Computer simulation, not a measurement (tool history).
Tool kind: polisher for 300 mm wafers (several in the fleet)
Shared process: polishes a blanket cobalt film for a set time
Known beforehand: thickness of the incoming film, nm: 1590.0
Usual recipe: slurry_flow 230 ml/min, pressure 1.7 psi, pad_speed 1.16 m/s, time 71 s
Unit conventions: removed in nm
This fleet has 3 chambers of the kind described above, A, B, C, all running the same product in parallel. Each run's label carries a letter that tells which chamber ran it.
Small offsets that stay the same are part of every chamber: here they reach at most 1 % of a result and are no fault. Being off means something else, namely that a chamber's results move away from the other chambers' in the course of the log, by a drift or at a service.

run   hour  slurry_flow  pressure  pad_speed  time  removed
       3.2  -- chamber B: worn pad replaced by a new one
 1B    5.4          230       1.7       1.16    71   285.65
 2C   14.6          230       1.7       1.16    71   288.49
        22  -- chamber A: worn pad replaced by a new one
 3A   25.2          230       1.7       1.16    71   287.32
 4A   36.5          230       1.7       1.16    71   287.08
 5B   45.3          230       1.7       1.16    71   281.59
 6C   53.7          230       1.7       1.16    71   286.54
      53.9  -- chamber C: worn pad replaced by a new one
 7A   60.4          230       1.7       1.16    71   288.15
 8B   71.1          230       1.7       1.16    71   283.54
      75.8  -- chamber A: worn pad replaced by a new one
 9C   81.1          230       1.7       1.16    71   287.63
      85.7  -- chamber B: worn pad replaced by a new one
10A   88.3          230       2.2       1.52    71   485.51
11C     98          230       2.2       1.52    71   490.44
12B  106.2          230       2.2       1.52    71   468.26
13C  112.3          230       1.7       1.16    71   285.55
     120.7  -- chamber C: worn pad replaced by a new one
14A  123.7          230       1.7       1.16    71   290.57
     128.6  -- chamber A: worn pad replaced by a new one
15B  134.6          285       1.7       1.16    71   280.86
16C  142.9          285       1.7       1.16    71   293.92
     146.5  -- chamber C: slurry nozzle cleaned
17A  153.1          285       1.7       1.16    71   295.49
18B  161.9          230       1.7       1.16    71   275.65
19C  168.9          230       1.7       1.16    71   284.24
     172.8  -- chamber B: worn pad replaced by a new one
20A  177.9          230       1.7       1.16    71   289.85
21B    187          180       1.5       1.16    71   232.99
     190.6  -- chamber A: worn pad replaced by a new one
22A  195.4          180       1.5       1.16    71    246.7
23B  206.7          180       1.5       1.16    71   231.89

Each of the 3 chambers runs these same settings next. Fill in every chamber's results:
24A  215.2          230       1.7       1.16    71        ?
24B  215.2          230       1.7       1.16    71        ?
24C  215.2          230       1.7       1.16    71        ?

run  removed
24A   287.76
24B   272.34
24C   285.98
